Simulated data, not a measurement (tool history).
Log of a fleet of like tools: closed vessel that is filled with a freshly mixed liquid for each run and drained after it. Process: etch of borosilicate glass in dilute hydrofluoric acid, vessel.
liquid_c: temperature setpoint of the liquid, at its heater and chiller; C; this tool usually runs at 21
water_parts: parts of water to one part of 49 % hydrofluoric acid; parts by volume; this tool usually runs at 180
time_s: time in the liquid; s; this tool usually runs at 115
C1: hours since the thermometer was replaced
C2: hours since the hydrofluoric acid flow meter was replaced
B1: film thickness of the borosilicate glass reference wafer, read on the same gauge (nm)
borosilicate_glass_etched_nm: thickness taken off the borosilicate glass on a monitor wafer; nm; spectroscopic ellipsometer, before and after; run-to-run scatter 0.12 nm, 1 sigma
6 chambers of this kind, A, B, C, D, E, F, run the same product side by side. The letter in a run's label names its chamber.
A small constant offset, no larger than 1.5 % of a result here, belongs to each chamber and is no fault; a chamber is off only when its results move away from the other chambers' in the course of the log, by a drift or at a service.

Run 1E, day 0.304: usual settings; C1 1113.4; C2 176.8; B1 150.01. Result: borosilicate_glass_etched_nm 16.9 nm.
Run 2A, day 0.671: usual settings; C1 152.9; C2 1010.8; B1 150.01. Result: borosilicate_glass_etched_nm 17.18 nm.
Run 3C, day 0.921: usual settings; C1 1266.7; C2 663.4; B1 150.03. Result: borosilicate_glass_etched_nm 17.247 nm.
Run 4F, day 1.458: usual settings; C1 881.5; C2 425.7; B1 149.99. Result: borosilicate_glass_etched_nm 17.264 nm.
At day 1.971: chamber A: hydrofluoric acid flow meter replaced.
Run 5D, day 1.988: usual settings; C1 947.8; C2 777.6; B1 150. Result: borosilicate_glass_etched_nm 16.952 nm.
Run 6B, day 2.342: usual settings; C1 451.7; C2 461.3; B1 150.02. Result: borosilicate_glass_etched_nm 17.075 nm.
Run 7E, day 2.775: usual settings; C1 1172.7; C2 236.1; B1 150.01. Result: borosilicate_glass_etched_nm 16.967 nm.
Run 8C, day 3.112: usual settings; C1 1319.3; C2 716; B1 149.99. Result: borosilicate_glass_etched_nm 17.025 nm.
Run 9D, day 3.417: usual settings; C1 982.1; C2 811.9; B1 150. Result: borosilicate_glass_etched_nm 16.815 nm.
Run 10B, day 3.671: usual settings; C1 483.6; C2 493.2; B1 149.99. Result: borosilicate_glass_etched_nm 17.058 nm.
Run 11A, day 4.233: usual settings; C1 238.4; C2 54.4; B1 150.02. Result: borosilicate_glass_etched_nm 17.08 nm.
Run 12F, day 4.596: usual settings; C1 956.8; C2 501; B1 150.02. Result: borosilicate_glass_etched_nm 16.817 nm.
Run 13A, day 4.925: usual settings but water_parts 235 parts by volume; C1 255; C2 71; B1 150.01. Result: borosilicate_glass_etched_nm 12.257 nm.
Run 14B, day 5.392: usual settings but water_parts 235 parts by volume; C1 524.9; C2 534.5; B1 149.99. Result: borosilicate_glass_etched_nm 12.588 nm.
Run 15E, day 5.838: usual settings but water_parts 235 parts by volume; C1 1246.2; C2 309.6; B1 150.02. Result: borosilicate_glass_etched_nm 12.342 nm.
Run 16F, day 6.304: usual settings but water_parts 235 parts by volume; C1 997.8; C2 542; B1 150. Result: borosilicate_glass_etched_nm 12.251 nm.
Run 17D, day 6.867: usual settings but water_parts 235 parts by volume; C1 1064.9; C2 894.7; B1 150. Result: borosilicate_glass_etched_nm 12.208 nm.
Run 18C, day 7.188: usual settings but water_parts 235 parts by volume; C1 1417.1; C2 813.8; B1 149.98. Result: borosilicate_glass_etched_nm 12.238 nm.
Run 19B, day 7.6: usual settings; C1 577.9; C2 587.5; B1 150.02. Result: borosilicate_glass_etched_nm 17.267 nm.
Run 20F, day 7.925: usual settings; C1 1036.7; C2 580.9; B1 150.01. Result: borosilicate_glass_etched_nm 16.866 nm.
Run 21E, day 8.483: usual settings; C1 1309.7; C2 373.1; B1 150. Result: borosilicate_glass_etched_nm 16.897 nm.
Run 22A, day 9.008: usual settings; C1 353; C2 169; B1 150.03. Result: borosilicate_glass_etched_nm 17.023 nm.
Run 23C, day 9.442: usual settings but water_parts 245 parts by volume; C1 1471.2; C2 867.9; B1 149.98. Result: borosilicate_glass_etched_nm 11.695 nm.
Run 24D, day 9.9: usual settings but water_parts 245 parts by volume; C1 1137.7; C2 967.5; B1 150. Result: borosilicate_glass_etched_nm 11.58 nm.
Run 25A, day 10.383: usual settings but water_parts 245 parts by volume; C1 386; C2 202; B1 150. Result: borosilicate_glass_etched_nm 11.744 nm.
At day 10.562: chamber B: hydrofluoric acid flow meter replaced.
Run 26F, day 10.775: usual settings but water_parts 245 parts by volume; C1 1105.1; C2 649.3; B1 150.01. Result: borosilicate_glass_etched_nm 11.228 nm.
Run 27C, day 11.112: usual settings but water_parts 245 parts by volume; C1 1511.3; C2 908; B1 149.99. Result: borosilicate_glass_etched_nm 11.747 nm.
At day 11.271: chamber D: hydrofluoric acid flow meter replaced.
Run 28E, day 11.492: usual settings but water_parts 245 parts by volume; C1 1381.9; C2 445.3; B1 149.99. Result: borosilicate_glass_etched_nm 11.759 nm.
Run 29B, day 11.904: usual settings; C1 681.2; C2 32.3; B1 149.99. Result: borosilicate_glass_etched_nm 17.238 nm.
Run 30D, day 12.188: usual settings; C1 1192.6; C2 22.1; B1 149.98. Result: borosilicate_glass_etched_nm 16.868 nm.
Run 31B, day 12.575: usual settings; C1 697.3; C2 48.4; B1 149.98. Result: borosilicate_glass_etched_nm 17.128 nm.
Run 32A, day 12.933: usual settings; C1 447.2; C2 263.2; B1 149.99. Result: borosilicate_glass_etched_nm 17.167 nm.
Run 33C, day 13.45: usual settings; C1 1567.4; C2 964.1; B1 149.97. Result: borosilicate_glass_etched_nm 16.909 nm.
Run 34E, day 14.004: usual settings; C1 1442.2; C2 505.6; B1 149.99. Result: borosilicate_glass_etched_nm 16.92 nm.
Run 35F, day 14.329: usual settings; C1 1190.4; C2 734.6; B1 150. Result: borosilicate_glass_etched_nm 15.98 nm.
Run 36D, day 14.733: usual settings; C1 1253.7; C2 83.2; B1 149.99. Result: borosilicate_glass_etched_nm 16.979 nm.
Run 37A, day 15.196: usual settings; C1 501.5; C2 317.5; B1 150.02. Result: borosilicate_glass_etched_nm 16.861 nm.
Run 38E, day 15.675: usual settings; C1 1482.3; C2 545.7; B1 149.97. Result: borosilicate_glass_etched_nm 17.058 nm.
Run 39C, day 16.167: usual settings; C1 1632.6; C2 1029.3; B1 149.99. Result: borosilicate_glass_etched_nm 17.008 nm.
Run 40F, day 16.654: usual settings; C1 1246.2; C2 790.4; B1 150.02. Result: borosilicate_glass_etched_nm 15.637 nm.
Run 41B, day 17.179: usual settings; C1 807.8; C2 158.9; B1 150.01. Result: borosilicate_glass_etched_nm 17.059 nm.
Run 42D, day 17.446: usual settings; C1 1318.8; C2 148.3; B1 149.99. Result: borosilicate_glass_etched_nm 16.911 nm.

Next, all 6 chambers run the settings below, one line each with question marks for the results. What does each chamber give?
Run 43A, day 17.854: usual settings but time_s 60 s. Result: borosilicate_glass_etched_nm ?.
Run 43B, day 17.854: usual settings but time_s 60 s. Result: borosilicate_glass_etched_nm ?.
Run 43C, day 17.854: usual settings but time_s 60 s. Result: borosilicate_glass_etched_nm ?.
Run 43D, day 17.854: usual settings but time_s 60 s. Result: borosilicate_glass_etched_nm ?.
Run 43E, day 17.854: usual settings but time_s 60 s. Result: borosilicate_glass_etched_nm ?.
Run 43F, day 17.854: usual settings but time_s 60 s. Result: borosilicate_glass_etched_nm ?.

run  borosilicate_glass_etched_nm
43A                        8.8763
43B                        9.0179
43C                        8.9412
43D                        8.7908
43E                        8.8491
43F                         8.176

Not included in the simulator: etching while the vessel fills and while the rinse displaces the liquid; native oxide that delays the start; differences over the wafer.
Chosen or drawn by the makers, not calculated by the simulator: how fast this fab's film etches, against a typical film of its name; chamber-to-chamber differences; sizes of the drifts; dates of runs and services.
